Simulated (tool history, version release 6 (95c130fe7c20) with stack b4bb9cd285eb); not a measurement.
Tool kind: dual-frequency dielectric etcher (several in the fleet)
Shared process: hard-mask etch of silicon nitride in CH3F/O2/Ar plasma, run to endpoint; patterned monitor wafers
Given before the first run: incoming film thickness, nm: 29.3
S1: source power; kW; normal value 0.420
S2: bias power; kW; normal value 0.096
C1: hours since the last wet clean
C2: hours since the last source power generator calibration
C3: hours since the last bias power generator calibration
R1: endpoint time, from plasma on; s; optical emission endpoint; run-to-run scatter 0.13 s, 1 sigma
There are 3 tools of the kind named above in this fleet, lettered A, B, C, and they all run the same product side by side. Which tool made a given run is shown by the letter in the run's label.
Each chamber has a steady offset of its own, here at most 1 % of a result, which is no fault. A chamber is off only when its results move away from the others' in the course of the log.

| run | hour | S1 | S2 | C1 | C2 | C3 | R1 |
|---|---|---|---|---|---|---|---|
| 1B | 9.6 | 0.420 | 0.096 | 419.9 | 2552.1 | 2686.8 | 37.474 |
| 2A | 21.0 | 0.420 | 0.096 | 262.1 | 942.9 | 28.4 | 37.459 |
| 3C | 30.2 | 0.420 | 0.096 | 185.5 | 1908.0 | 3000.4 | 37.426 |
| 4B | 38.9 | 0.420 | 0.096 | 449.2 | 2581.4 | 2716.1 | 37.770 |
| 5C | 51.5 | 0.420 | 0.096 | 206.8 | 1929.3 | 3021.7 | 37.423 |
| 6A | 59.1 | 0.420 | 0.096 | 300.2 | 981.0 | 66.5 | 37.247 |
| 7C | 66.3 | 0.420 | 0.096 | 221.6 | 1944.1 | 3036.5 | 37.583 |
| 8A | 78.2 | 0.420 | 0.096 | 319.3 | 1000.1 | 85.6 | 37.352 |
| 9B | 84.7 | 0.480 | 0.106 | 495.0 | 2627.2 | 2761.9 | 34.593 |
| 10B | 91.3 | 0.480 | 0.106 | 501.6 | 2633.8 | 2768.5 | 34.613 |
| 11A | 101.5 | 0.480 | 0.106 | 342.6 | 1023.4 | 108.9 | 34.199 |
| 12C | 114.1 | 0.420 | 0.096 | 269.4 | 1991.9 | 3084.3 | 37.361 |
|  | 117.8 | chamber B: wet clean of the chamber |
| 13A | 122.7 | 0.420 | 0.096 | 363.8 | 1044.6 | 130.1 | 37.361 |
| 14B | 134.0 | 0.420 | 0.096 | 16.3 | 2676.5 | 2811.2 | 37.777 |
| 15C | 140.8 | 0.420 | 0.086 | 296.1 | 2018.6 | 3111.0 | 38.961 |
| 16A | 152.5 | 0.420 | 0.086 | 393.6 | 1074.4 | 159.9 | 38.728 |
| 17C | 164.9 | 0.420 | 0.086 | 320.2 | 2042.7 | 3135.1 | 38.924 |
| 18B | 171.7 | 0.420 | 0.096 | 54.0 | 2714.2 | 2848.9 | 37.753 |
| 19B | 183.9 | 0.420 | 0.096 | 66.2 | 2726.4 | 2861.1 | 37.578 |
| 20A | 193.0 | 0.420 | 0.096 | 434.1 | 1114.9 | 200.4 | 37.472 |
| 21C | 204.9 | 0.420 | 0.096 | 360.2 | 2082.7 | 3175.1 | 37.377 |
| 22C | 212.0 | 0.420 | 0.096 | 367.3 | 2089.8 | 3182.2 | 37.396 |
| 23B | 218.3 | 0.330 | 0.096 | 100.6 | 2760.8 | 2895.5 | 41.604 |
| 24A | 227.3 | 0.330 | 0.096 | 468.4 | 1149.2 | 234.7 | 41.003 |
|  | 228.1 | chamber C: wet clean of the chamber |
| 25B | 236.7 | 0.330 | 0.096 | 119.0 | 2779.2 | 2913.9 | 41.326 |
| 26C | 248.2 | 0.420 | 0.096 | 20.1 | 2126.0 | 3218.4 | 35.887 |
| 27A | 253.8 | 0.480 | 0.112 | 494.9 | 1175.7 | 261.2 | 33.528 |
| 28C | 262.1 | 0.480 | 0.112 | 34.0 | 2139.9 | 3232.3 | 32.507 |
| 29B | 273.6 | 0.480 | 0.112 | 155.9 | 2816.1 | 2950.8 | 34.015 |
| 30A | 281.0 | 0.420 | 0.096 | 522.1 | 1202.9 | 288.4 | 37.328 |
| 31A | 293.5 | 0.420 | 0.096 | 534.6 | 1215.4 | 300.9 | 37.409 |
|  | 301.5 | chamber A: wet clean of the chamber |
| 32B | 305.8 | 0.420 | 0.096 | 188.1 | 2848.3 | 2983.0 | 37.802 |
| 33C | 316.9 | 0.420 | 0.096 | 88.8 | 2194.7 | 3287.1 | 36.101 |
| 34C | 327.6 | 0.420 | 0.096 | 99.5 | 2205.4 | 3297.8 | 35.953 |
| 35A | 336.0 | 0.420 | 0.073 | 34.6 | 1257.9 | 343.4 | 41.143 |
| 36B | 346.0 | 0.420 | 0.073 | 228.3 | 2888.5 | 3023.2 | 41.452 |
| 37B | 352.8 | 0.420 | 0.073 | 235.1 | 2895.3 | 3030.0 | 41.101 |
| 38C | 362.1 | 0.420 | 0.115 | 134.0 | 2239.9 | 3332.3 | 33.702 |
| 39A | 373.2 | 0.420 | 0.115 | 71.8 | 1295.1 | 380.6 | 34.850 |

What goes on in this fleet: one chamber off, a drifting gauge, or nothing beyond the chambers' own small offsets? Name the chamber and the cause, if any.

Chamber C came out of a service off from its peers and stayed that way.
Most likely cause: etch rate over this chamber's usual, % = 4.39.

Chamber C could run next with any of the 4 candidate recipes listed below; each alters the usual settings, and their results appear as question marks. Which one brings its results back in line with what the other chambers deliver on the usual settings?
In line here means within this much of the mean the other chambers give on the usual settings: R1 0.470 s
| 40C-1 | 382.3 | 0.440 | 0.102 |  |  |  | ? |
| 40C-2 | 382.3 | 0.410 | 0.094 |  |  |  | ? |
| 40C-3 | 382.3 | 0.400 | 0.090 |  |  |  | ? |
| 40C-4 | 382.3 | 0.420 | 0.099 |  |  |  | ? |

Usual-settings mean across the other chambers: R1 37.516 s
| run | R1 |
|---|---|
| 40C-1 | 34.472 |
| 40C-2 | 36.481 |
| 40C-3 | 37.413 |
| 40C-4 | 35.468 |
The right change is 40C-3: it brings the chamber back within the allowed miss of the others.

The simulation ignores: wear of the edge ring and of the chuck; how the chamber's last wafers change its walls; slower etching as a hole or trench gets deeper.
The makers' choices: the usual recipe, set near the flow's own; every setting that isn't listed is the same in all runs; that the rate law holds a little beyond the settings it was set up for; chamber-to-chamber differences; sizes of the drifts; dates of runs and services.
